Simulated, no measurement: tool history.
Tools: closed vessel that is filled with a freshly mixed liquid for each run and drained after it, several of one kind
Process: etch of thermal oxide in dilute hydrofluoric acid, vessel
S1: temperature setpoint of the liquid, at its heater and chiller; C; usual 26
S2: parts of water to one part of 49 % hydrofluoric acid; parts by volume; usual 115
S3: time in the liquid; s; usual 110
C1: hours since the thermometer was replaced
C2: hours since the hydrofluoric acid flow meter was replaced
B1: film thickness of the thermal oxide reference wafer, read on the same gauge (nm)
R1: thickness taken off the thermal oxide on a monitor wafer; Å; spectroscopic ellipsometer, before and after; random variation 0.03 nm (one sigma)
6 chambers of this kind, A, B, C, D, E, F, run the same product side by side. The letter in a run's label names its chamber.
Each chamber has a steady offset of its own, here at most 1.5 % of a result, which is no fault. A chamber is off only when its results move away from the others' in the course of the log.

| run | hour | S1 | S2 | S3 | C1 | C2 | B1 | R1 |
|---|---|---|---|---|---|---|---|---|
| 1D | 7.6 | 26 | 115 | 110 | 83.6 | 382.9 | 100.02 | 47.231 |
| 2B | 18.2 | 26 | 115 | 110 | 352.3 | 1000.9 | 99.984 | 47.649 |
| 3A | 26.7 | 26 | 115 | 110 | 509.1 | 628.5 | 100.03 | 47.463 |
| 4C | 34.3 | 26 | 115 | 110 | 415.2 | 247 | 99.975 | 48.072 |
| 5E | 42.1 | 26 | 115 | 110 | 1996.8 | 895.9 | 99.999 | 46.937 |
| 6F | 48.5 | 26 | 115 | 110 | 115.2 | 236.4 | 99.994 | 47.664 |
| 7B | 57 | 26 | 115 | 110 | 391.1 | 1039.7 | 100.02 | 46.737 |
| 8A | 64.2 | 26 | 115 | 110 | 546.6 | 666 | 100 | 47.643 |
| 9F | 76.8 | 26 | 115 | 110 | 143.5 | 264.7 | 99.99 | 48.04 |
| 10D | 89.1 | 26 | 115 | 110 | 165.1 | 464.4 | 100.01 | 46.841 |
| 11C | 95 | 26 | 115 | 110 | 475.9 | 307.7 | 100 | 47.653 |
| 12E | 105.7 | 23.5 | 75 | 110 | 2060.4 | 959.5 | 99.999 | 68.643 |
| 13F | 114.6 | 23.5 | 75 | 110 | 181.3 | 302.5 | 99.992 | 69.288 |
| 14D | 124.4 | 23.5 | 75 | 110 | 200.4 | 499.7 | 99.971 | 68.09 |
| 15A | 132.5 | 23.5 | 75 | 110 | 614.9 | 734.3 | 99.989 | 69.35 |
| 16C | 142.9 | 23.5 | 75 | 110 | 523.8 | 355.6 | 100.01 | 69.669 |
| 17E | 151.1 | 23.5 | 75 | 110 | 2105.8 | 1004.9 | 100 | 69.03 |
| 18B | 160.8 | 26 | 115 | 110 | 494.9 | 1143.5 | 99.993 | 47.217 |
| 19C | 168.7 | 26 | 75 | 140 | 549.6 | 381.4 | 100.01 | 98.407 |
| 20B | 178.2 | 26 | 75 | 140 | 512.3 | 1160.9 | 100.01 | 96.814 |
| 21A | 190.1 | 26 | 75 | 140 | 672.5 | 791.9 | 99.987 | 97.95 |
| 22D | 198.2 | 26 | 75 | 140 | 274.2 | 573.5 | 100 | 95.674 |
| 23E | 210.8 | 26 | 75 | 140 | 2165.5 | 1064.6 | 99.984 | 96.871 |
| 24F | 223.2 | 26 | 75 | 140 | 289.9 | 411.1 | 99.995 | 98.891 |
| 25E | 229.4 | 26 | 115 | 110 | 2184.1 | 1083.2 | 99.992 | 46.641 |
| 26A | 242.4 | 26 | 140 | 110 | 724.8 | 844.2 | 99.989 | 37.093 |
| 27C | 252.4 | 26 | 140 | 110 | 633.3 | 465.1 | 100 | 37.79 |
| 28F | 260.1 | 26 | 140 | 110 | 326.8 | 448 | 99.997 | 38.241 |
| 29B | 268 | 26 | 140 | 110 | 602.1 | 1250.7 | 100 | 37.516 |
| 30D | 275.8 | 26 | 140 | 110 | 351.8 | 651.1 | 99.995 | 35.362 |
| 31B | 283.8 | 26 | 140 | 110 | 617.9 | 1266.5 | 99.994 | 37.849 |
| 32A | 293.9 | 26 | 115 | 110 | 776.3 | 895.7 | 99.999 | 47.048 |
| 33C | 300.6 | 26 | 115 | 110 | 681.5 | 513.3 | 99.989 | 47.621 |
| 34E | 306.2 | 26 | 115 | 110 | 2260.9 | 1160 | 100 | 46.941 |
| 35F | 315.3 | 26 | 115 | 110 | 382 | 503.2 | 100.01 | 47.685 |
| 36D | 326.6 | 26 | 115 | 110 | 402.6 | 701.9 | 100.01 | 43.985 |
| 37C | 334.7 | 26 | 115 | 110 | 715.6 | 547.4 | 99.985 | 47.965 |
| 38F | 342.5 | 26 | 115 | 110 | 409.2 | 530.4 | 99.989 | 47.833 |
| 39B | 351.6 | 26 | 115 | 110 | 685.7 | 1334.3 | 99.995 | 46.877 |
| 40D | 358.3 | 26 | 115 | 110 | 434.3 | 733.6 | 100 | 43.683 |
| 41A | 370.1 | 26 | 115 | 110 | 852.5 | 971.9 | 99.998 | 47.039 |
| 42E | 381.5 | 26 | 115 | 110 | 2336.2 | 1235.3 | 100.01 | 47.003 |
| 43F | 389.6 | 26 | 115 | 110 | 456.3 | 577.5 | 100.01 | 47.181 |

What goes on in this fleet: one chamber off, a drifting gauge, or nothing beyond the chambers' own small offsets? Name the chamber and the cause, if any.

Chamber D drifts away from the others.
Cause: hydrofluoric acid flow below the setpoint (%) = 6.84.
The log may not tell that from: liquid colder than its thermometer reads (K).

Here are 4 candidates for chamber D's next run, each the usual settings with a change, their results left as question marks. Which one brings its results back in line with what the others give on the usual settings?
In line means no further than this from the other chambers' mean on the usual settings: R1 1.1 Å
| 44D-1 | 398.9 | 26 | 115 | 120 |  |  |  | ? |
| 44D-2 | 398.9 | 26.5 | 115 | 110 |  |  |  | ? |
| 44D-3 | 398.9 | 24 | 115 | 110 |  |  |  | ? |
| 44D-4 | 398.9 | 25.5 | 115 | 110 |  |  |  | ? |

The other chambers' mean on the usual settings: R1 47.358 Å
| run | R1 |
|---|---|
| 44D-1 | 47.687 |
| 44D-2 | 44.553 |
| 44D-3 | 40.423 |
| 44D-4 | 42.868 |
44D-1 brings the chamber back in line.
